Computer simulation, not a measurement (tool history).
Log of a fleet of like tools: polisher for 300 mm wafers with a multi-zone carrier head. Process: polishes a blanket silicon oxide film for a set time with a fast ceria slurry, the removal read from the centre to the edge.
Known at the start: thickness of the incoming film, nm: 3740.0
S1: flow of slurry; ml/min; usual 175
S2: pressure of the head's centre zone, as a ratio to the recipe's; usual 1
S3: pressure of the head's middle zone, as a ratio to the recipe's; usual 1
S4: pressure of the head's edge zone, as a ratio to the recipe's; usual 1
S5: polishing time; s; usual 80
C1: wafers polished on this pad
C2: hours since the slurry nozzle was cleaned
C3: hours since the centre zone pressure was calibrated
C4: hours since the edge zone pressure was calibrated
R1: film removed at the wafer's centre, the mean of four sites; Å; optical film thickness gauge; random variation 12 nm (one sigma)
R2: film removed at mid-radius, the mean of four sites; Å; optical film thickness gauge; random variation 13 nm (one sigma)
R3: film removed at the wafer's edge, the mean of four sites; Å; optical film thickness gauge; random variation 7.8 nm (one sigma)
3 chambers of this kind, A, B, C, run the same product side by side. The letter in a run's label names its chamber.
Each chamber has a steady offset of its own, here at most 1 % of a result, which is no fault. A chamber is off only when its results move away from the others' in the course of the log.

run    day   S1    S2   S3    S4   S5    C1     C2     C3     C4      R1      R2      R3
 1C  0.171  175     1    1     1   80   474  190.8  502.1  237.5  9475.2  9166.4  9386.6
 2A  0.475  175     1    1     1   80   847  290.8  379.7  154.7  9548.3  9599.6  9515.2
 3B  0.708  175     1    1     1   80   692  147.4  315.4  180.2  9269.3  9294.5  9395.1
 4A  0.942  175     1    1     1   80   988    302  390.9  165.9  9658.3  9305.7  9508.8
 5C  1.175  175     1    1     1   80   778  214.9  526.2  261.6  9569.6  9638.3  9430.1
 6B    1.4  175     1    1     1   80   901    164    332  196.8  9307.8  9405.2  9458.1
 7B  1.646  175     1    1     1   80   976  169.9  337.9  202.7  9296.6  9377.3  9384.5
     1.754  -- chamber B: worn pad replaced by a new one
 8A  1.862  175     1    1     1   80  1266  324.1    413    188  9247.5  9412.9  9484.9
 9C  2.192  175     1    1     1   80  1085  239.3  550.6    286    9533  9296.7  9422.8
10B  2.538  175     1    1     1   80   237  191.3  359.3  224.1  9413.2  9469.9  9419.2
     2.704  -- chamber A: worn pad replaced by a new one
11C  2.746  175     1    1     1   80  1253  252.6  563.9  299.3  9430.5  9064.3  9291.8
12A  2.942  175     1    1     1   80    72    350  438.9  213.9  9768.2    9446  9407.2
13C  3.142  175     1    1  1.05   80  1372  262.1  573.4  308.8  9410.6  9257.1  9560.5
14B  3.475  175     1    1  1.05   80   520  213.8  381.8  246.6  9405.7  9223.4  9627.8
     3.604  -- chamber C: worn pad replaced by a new one
15A  3.738  175     1    1  1.05   80   313  369.1    458    233    9475  9325.3  9742.6
16C  3.971  175     1    1     1   80   111    282  593.3  328.7  9411.5  9418.5  9511.4
17B  4.288  175     1    1     1   80   766  233.3  401.3  266.1  9260.9  9166.3    9367
18A  4.462  175     1    1     1   80   532  386.5  475.4  250.4    9473  9369.4  9475.9
     4.617  -- chamber A: slurry nozzle cleaned
19A  4.717  175  1.11    1  0.96   80   609    2.5  481.5  256.5   10521  9436.5  9336.4
20B  4.879  175  1.11    1  0.96   80   945  247.5  415.5  280.3   10255  9422.7  9145.7
     5.046  -- chamber B: worn pad replaced by a new one
21C  5.112  175  1.11    1  0.96   80   456  309.4  620.7  356.1   10436  9518.4  9166.2
22B  5.288  175   0.9    1     1   80    74  257.3  425.3  290.1  8080.4  9427.2  9467.4
     5.338  -- chamber C: centre zone pressure recalibrated
23A  5.579  175   0.9    1     1   80   869   23.2  502.2  277.2  8260.3  9466.8  9526.3
24C  5.742  175   0.9    1     1   80   646  324.5    9.7  371.2  7324.4  9450.8  9415.9
25B  5.958  175  1.07    1     1   80   276  273.4  441.4  306.2  9992.8  9495.3  9535.6
26A  6.208  175  1.07    1     1   80  1060   38.3  517.3  292.3   10214    9459  9459.2
27C  6.538  175  1.07    1     1   80   887  343.6   28.8  390.3  8971.1  9492.1    9258
      6.65  -- chamber B: slurry nozzle cleaned
28A  6.838  175     1    1     1   80  1250   53.4  532.4  307.4  9282.7    9319  9443.8
29C  7.042  175     1    1     1   80  1039  355.7   40.9  402.4  8434.4  9149.5  9247.7
30B  7.379  175     1    1     1   80   706   17.6  475.5  340.3  9388.4  9578.7    9423
31C  7.721  175     1    1     1   80  1245    372   57.2  418.7  8230.1  9146.3  9287.3
     7.917  -- chamber A: worn pad replaced by a new one
32A  7.933  175     1    1     1   80     6   79.7  558.7  333.7  9588.1    9245    9699
33B   8.15  175     1    1     1   80   939   36.1    494  358.8  9558.6    9636  9311.2
     8.392  -- chamber C: worn pad replaced by a new one
34B  8.458  175     1    1     1   80  1032   43.5  501.4  366.2  9587.7  9429.8  9441.6
35A  8.683  175     1    1     1   80   232   97.7  576.7  351.7  9476.4  9374.5  9604.2
     8.729  -- chamber B: worn pad replaced by a new one
36C  8.854  175     1  0.9  1.06   80   140  399.2   84.4  445.9  8274.4  8596.8  9852.6
37B  9.171  175     1  0.9  1.06   80   133   60.6  518.5  383.3  9396.4  8630.9  9837.2
38C  9.342  175     1  0.9  1.06   80   287  410.9   96.1  457.6  8208.4  8724.4  9631.6
39A  9.625  175     1    1     1   80   517  120.3  599.3  374.3  9278.2  9291.1  9486.8
40C  9.838  175  1.06    1     1  101   437  422.8    108  469.5   11388   11725   11920

Next, every chamber runs the same settings. What will each give?
41A  10.092  175   1   1   1  80                   ?   ?   ?
41B  10.092  175   1   1   1  80                   ?   ?   ?
41C  10.092  175   1   1   1  80                   ?   ?   ?

run      R1      R2      R3
41A  9282.9  9463.8  9542.8
41B  9272.1  9085.4  9484.3
41C  8124.4  9172.3  9410.9
